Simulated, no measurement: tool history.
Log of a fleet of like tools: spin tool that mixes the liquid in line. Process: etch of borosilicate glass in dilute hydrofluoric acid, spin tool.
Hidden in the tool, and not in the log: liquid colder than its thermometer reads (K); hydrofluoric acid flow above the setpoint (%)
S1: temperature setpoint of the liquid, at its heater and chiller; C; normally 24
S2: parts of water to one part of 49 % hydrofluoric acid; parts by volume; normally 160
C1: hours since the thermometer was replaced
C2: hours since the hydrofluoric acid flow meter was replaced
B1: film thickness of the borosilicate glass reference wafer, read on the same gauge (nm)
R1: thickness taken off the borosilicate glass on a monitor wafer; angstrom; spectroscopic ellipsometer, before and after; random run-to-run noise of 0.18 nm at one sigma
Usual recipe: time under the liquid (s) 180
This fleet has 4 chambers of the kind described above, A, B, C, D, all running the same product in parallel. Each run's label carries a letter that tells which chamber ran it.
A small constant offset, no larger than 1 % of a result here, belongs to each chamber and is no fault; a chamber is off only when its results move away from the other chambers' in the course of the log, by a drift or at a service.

run 1A hour=4.9 | S1=24 S2=160 time_under_the_liquid_(s)=180 | C1=571.7 C2=501.4 | B1=149.98 | R1=411.79
run 2B hour=10.1 | S1=24 S2=160 time_under_the_liquid_(s)=180 | C1=196 C2=59.1 | B1=149.99 | R1=410.29
run 3C hour=17.6 | S1=24 S2=160 time_under_the_liquid_(s)=180 | C1=341.8 C2=1711 | B1=150.01 | R1=411.49
run 4D hour=21.9 | S1=24 S2=160 time_under_the_liquid_(s)=180 | C1=113.8 C2=634.1 | B1=149.98 | R1=404.88
run 5B hour=29.4 | S1=24 S2=160 time_under_the_liquid_(s)=100 | C1=215.3 C2=78.4 | B1=150.02 | R1=226.34
run 6D hour=33.8 | S1=24 S2=160 time_under_the_liquid_(s)=100 | C1=125.7 C2=646 | B1=150 | R1=225.13
run 7C hour=39.7 | S1=24 S2=160 time_under_the_liquid_(s)=100 | C1=363.9 C2=1733.1 | B1=150.01 | R1=229.06
run 8A hour=44.2 | S1=24 S2=160 time_under_the_liquid_(s)=100 | C1=611 C2=540.7 | B1=149.96 | R1=227.36
run 9B hour=51.5 | S1=24 S2=160 time_under_the_liquid_(s)=180 | C1=237.4 C2=100.5 | B1=149.98 | R1=408.25
run 10D hour=56.8 | S1=24 S2=160 time_under_the_liquid_(s)=180 | C1=148.7 C2=669 | B1=150.01 | R1=405.49
run 11A hour=60.4 | S1=24 S2=160 time_under_the_liquid_(s)=180 | C1=627.2 C2=556.9 | B1=150 | R1=409.74
run 12C hour=68.5 | S1=24 S2=160 time_under_the_liquid_(s)=180 | C1=392.7 C2=1761.9 | B1=150.02 | R1=413.61
run 13D hour=75.6 | S1=24 S2=160 time_under_the_liquid_(s)=180 | C1=167.5 C2=687.8 | B1=150.01 | R1=405.76
run 14A hour=81.9 | S1=24 S2=160 time_under_the_liquid_(s)=275 | C1=648.7 C2=578.4 | B1=150.01 | R1=625.82
run 15C hour=90 | S1=24 S2=160 time_under_the_liquid_(s)=275 | C1=414.2 C2=1783.4 | B1=149.99 | R1=626.7
run 16B hour=98 | S1=24 S2=160 time_under_the_liquid_(s)=275 | C1=283.9 C2=147 | B1=149.99 | R1=622.88
run 17B hour=102.6 | S1=24 S2=160 time_under_the_liquid_(s)=275 | C1=288.5 C2=151.6 | B1=150.01 | R1=622.19
run 18A hour=110.3 | S1=24 S2=160 time_under_the_liquid_(s)=180 | C1=677.1 C2=606.8 | B1=150.04 | R1=407.42
run 19C hour=115.5 | S1=26.5 S2=105 time_under_the_liquid_(s)=180 | C1=439.7 C2=1808.9 | B1=149.98 | R1=729.16
run 20D hour=122.1 | S1=26.5 S2=105 time_under_the_liquid_(s)=180 | C1=214 C2=734.3 | B1=149.98 | R1=737.13
run 21B hour=125.8 | S1=26.5 S2=105 time_under_the_liquid_(s)=180 | C1=311.7 C2=174.8 | B1=150 | R1=738.43
run 22A hour=130.8 | S1=26.5 S2=105 time_under_the_liquid_(s)=180 | C1=697.6 C2=627.3 | B1=150 | R1=725.44
run 23D hour=137.3 | S1=24 S2=160 time_under_the_liquid_(s)=180 | C1=229.2 C2=749.5 | B1=150 | R1=408.84
run 24C hour=141.5 | S1=24 S2=160 time_under_the_liquid_(s)=180 | C1=465.7 C2=1834.9 | B1=150.01 | R1=415.55
run 25A hour=146.2 | S1=24 S2=160 time_under_the_liquid_(s)=180 | C1=713 C2=642.7 | B1=149.99 | R1=407.9
run 26C hour=153.1 | S1=24 S2=160 time_under_the_liquid_(s)=180 | C1=477.3 C2=1846.5 | B1=149.99 | R1=409.51
run 27B hour=161.4 | S1=21 S2=160 time_under_the_liquid_(s)=180 | C1=347.3 C2=210.4 | B1=150.02 | R1=362.67

All chambers now run identical settings, listed one chamber a line with results as question marks. What results will each chamber show?
run 28A hour=167.4 | S1=28.5 S2=160 time_under_the_liquid_(s)=180 | R1=?
run 28B hour=167.4 | S1=28.5 S2=160 time_under_the_liquid_(s)=180 | R1=?
run 28C hour=167.4 | S1=28.5 S2=160 time_under_the_liquid_(s)=180 | R1=?
run 28D hour=167.4 | S1=28.5 S2=160 time_under_the_liquid_(s)=180 | R1=?

run=28A R1=480.35
run=28B R1=487.02
run=28C R1=488.28
run=28D R1=480.41
